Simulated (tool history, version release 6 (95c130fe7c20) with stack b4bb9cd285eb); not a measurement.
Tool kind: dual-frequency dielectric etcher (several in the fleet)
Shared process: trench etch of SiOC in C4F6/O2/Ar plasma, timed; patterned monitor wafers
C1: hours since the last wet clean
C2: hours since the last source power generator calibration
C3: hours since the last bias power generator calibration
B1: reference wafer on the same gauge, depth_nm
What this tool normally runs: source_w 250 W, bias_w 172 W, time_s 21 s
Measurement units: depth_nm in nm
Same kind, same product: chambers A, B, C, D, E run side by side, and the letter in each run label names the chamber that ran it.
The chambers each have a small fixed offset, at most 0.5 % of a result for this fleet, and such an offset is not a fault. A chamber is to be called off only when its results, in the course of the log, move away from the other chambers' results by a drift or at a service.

run 1C hour=4.3 | source_w=250 bias_w=172 time_s=21 | C1=34.4 C2=2208.2 C3=1579 | B1=34.805 | depth_nm=35.683
run 2A hour=8.6 | source_w=250 bias_w=172 time_s=21 | C1=241 C2=770.3 C3=121.6 | B1=34.839 | depth_nm=35.466
run 3D hour=13.7 | source_w=250 bias_w=172 time_s=21 | C1=228.8 C2=1421.5 C3=575.1 | B1=34.815 | depth_nm=36.035
run 4B hour=19.9 | source_w=250 bias_w=172 time_s=21 | C1=346.3 C2=1761.3 C3=1702.9 | B1=34.808 | depth_nm=35.778
run 5E hour=23.9 | source_w=250 bias_w=172 time_s=21 | C1=253 C2=438.7 C3=2804.5 | B1=34.817 | depth_nm=36.136
run 6A hour=29.3 | source_w=250 bias_w=172 time_s=21 | C1=261.7 C2=791 C3=142.3 | B1=34.809 | depth_nm=35.448
run 7B hour=32.4 | source_w=250 bias_w=172 time_s=21 | C1=358.8 C2=1773.8 C3=1715.4 | B1=34.801 | depth_nm=36.139
run 8D hour=37.9 | source_w=250 bias_w=172 time_s=21 | C1=253 C2=1445.7 C3=599.3 | B1=34.795 | depth_nm=35.636
run 9C hour=41.1 | source_w=250 bias_w=172 time_s=21 | C1=71.2 C2=2245 C3=1615.8 | B1=34.742 | depth_nm=35.827
run 10E hour=44.5 | source_w=250 bias_w=172 time_s=21 | C1=273.6 C2=459.3 C3=2825.1 | B1=34.775 | depth_nm=35.968
run 11D hour=50.5 | source_w=250 bias_w=172 time_s=21 | C1=265.6 C2=1458.3 C3=611.9 | B1=34.809 | depth_nm=36.153
run 12E hour=54.7 | source_w=250 bias_w=172 time_s=21 | C1=283.8 C2=469.5 C3=2835.3 | B1=34.809 | depth_nm=36.139
run 13B hour=60.2 | source_w=250 bias_w=207 time_s=21 | C1=386.6 C2=1801.6 C3=1743.2 | B1=34.777 | depth_nm=38.206
run 14C hour=63.9 | source_w=250 bias_w=207 time_s=21 | C1=94 C2=2267.8 C3=1638.6 | B1=34.764 | depth_nm=38.025
run 15A hour=68.6 | source_w=250 bias_w=207 time_s=21 | C1=301 C2=830.3 C3=181.6 | B1=34.811 | depth_nm=37.883
run 16A hour=73.6 | source_w=250 bias_w=207 time_s=21 | C1=306 C2=835.3 C3=186.6 | B1=34.796 | depth_nm=37.939
run 17E hour=79.9 | source_w=250 bias_w=207 time_s=21 | C1=309 C2=494.7 C3=2860.5 | B1=34.831 | depth_nm=38.167
run 18B hour=84.9 | source_w=250 bias_w=172 time_s=21 | C1=411.3 C2=1826.3 C3=1767.9 | B1=34.817 | depth_nm=36.183
run 19D hour=90.1 | source_w=250 bias_w=172 time_s=21 | C1=305.2 C2=1497.9 C3=651.5 | B1=34.841 | depth_nm=36.106
run 20C hour=94.3 | source_w=250 bias_w=172 time_s=21 | C1=124.4 C2=2298.2 C3=1669 | B1=34.785 | depth_nm=35.877
run 21E hour=100.3 | source_w=250 bias_w=172 time_s=21 | C1=329.4 C2=515.1 C3=2880.9 | B1=34.777 | depth_nm=36.326
-- hour=102.7 chamber B: wet clean of the chamber
run 22C hour=103.2 | source_w=250 bias_w=172 time_s=21 | C1=133.3 C2=2307.1 C3=1677.9 | B1=34.791 | depth_nm=35.659
run 23A hour=109.1 | source_w=250 bias_w=204 time_s=21 | C1=341.5 C2=870.8 C3=222.1 | B1=34.795 | depth_nm=37.619
run 24D hour=112.6 | source_w=250 bias_w=204 time_s=21 | C1=327.7 C2=1520.4 C3=674 | B1=34.786 | depth_nm=38.172
run 25B hour=116.1 | source_w=250 bias_w=204 time_s=21 | C1=13.4 C2=1857.5 C3=1799.1 | B1=34.807 | depth_nm=40.281
run 26B hour=120.4 | source_w=250 bias_w=204 time_s=21 | C1=17.7 C2=1861.8 C3=1803.4 | B1=34.795 | depth_nm=40.17
run 27D hour=126.2 | source_w=250 bias_w=204 time_s=21 | C1=341.3 C2=1534 C3=687.6 | B1=34.759 | depth_nm=38.534
run 28E hour=129.6 | source_w=250 bias_w=172 time_s=21 | C1=358.7 C2=544.4 C3=2910.2 | B1=34.807 | depth_nm=36.085
run 29C hour=134.6 | source_w=250 bias_w=172 time_s=21 | C1=164.7 C2=2338.5 C3=1709.3 | B1=34.802 | depth_nm=35.974
run 30A hour=139.4 | source_w=250 bias_w=172 time_s=21 | C1=371.8 C2=901.1 C3=252.4 | B1=34.855 | depth_nm=35.641
run 31A hour=142.7 | source_w=250 bias_w=172 time_s=21 | C1=375.1 C2=904.4 C3=255.7 | B1=34.802 | depth_nm=35.876
run 32B hour=148.7 | source_w=250 bias_w=172 time_s=21 | C1=46 C2=1890.1 C3=1831.7 | B1=34.813 | depth_nm=37.827
run 33D hour=151.8 | source_w=250 bias_w=172 time_s=21 | C1=366.9 C2=1559.6 C3=713.2 | B1=34.845 | depth_nm=35.97
-- hour=153 chamber E: wet clean of the chamber
run 34E hour=154.7 | source_w=250 bias_w=172 time_s=21 | C1=1.8 C2=569.5 C3=2935.3 | B1=34.802 | depth_nm=35.772
run 35C hour=157.5 | source_w=250 bias_w=172 time_s=21 | C1=187.6 C2=2361.4 C3=1732.2 | B1=34.832 | depth_nm=36.021
run 36B hour=163.8 | source_w=250 bias_w=172 time_s=21 | C1=61.1 C2=1905.2 C3=1846.8 | B1=34.814 | depth_nm=37.837
run 37A hour=167.7 | source_w=250 bias_w=172 time_s=21 | C1=400.1 C2=929.4 C3=280.7 | B1=34.748 | depth_nm=35.585
run 38D hour=170.8 | source_w=250 bias_w=172 time_s=21 | C1=385.9 C2=1578.6 C3=732.2 | B1=34.831 | depth_nm=35.953
run 39C hour=176.6 | source_w=250 bias_w=172 time_s=21 | C1=206.7 C2=2380.5 C3=1751.3 | B1=34.747 | depth_nm=36.247
run 40E hour=181.7 | source_w=250 bias_w=172 time_s=21 | C1=28.8 C2=596.5 C3=2962.3 | B1=34.842 | depth_nm=36.415
run 41D hour=187.8 | source_w=250 bias_w=172 time_s=21 | C1=402.9 C2=1595.6 C3=749.2 | B1=34.766 | depth_nm=35.86
run 42A hour=193.9 | source_w=250 bias_w=172 time_s=21 | C1=426.3 C2=955.6 C3=306.9 | B1=34.811 | depth_nm=35.695
run 43B hour=197.5 | source_w=250 bias_w=172 time_s=21 | C1=94.8 C2=1938.9 C3=1880.5 | B1=34.844 | depth_nm=38.006
run 44E hour=202.2 | source_w=250 bias_w=172 time_s=21 | C1=49.3 C2=617 C3=2982.8 | B1=34.794 | depth_nm=35.567

All chambers now run identical settings, listed one chamber a line with results as question marks. What results will each chamber show?
run 45A hour=206.8 | source_w=250 bias_w=172 time_s=21 | depth_nm=?
run 45B hour=206.8 | source_w=250 bias_w=172 time_s=21 | depth_nm=?
run 45C hour=206.8 | source_w=250 bias_w=172 time_s=21 | depth_nm=?
run 45D hour=206.8 | source_w=250 bias_w=172 time_s=21 | depth_nm=?
run 45E hour=206.8 | source_w=250 bias_w=172 time_s=21 | depth_nm=?

run=45A depth_nm=35.645
run=45B depth_nm=37.55
run=45C depth_nm=35.794
run=45D depth_nm=35.837
run=45E depth_nm=35.824
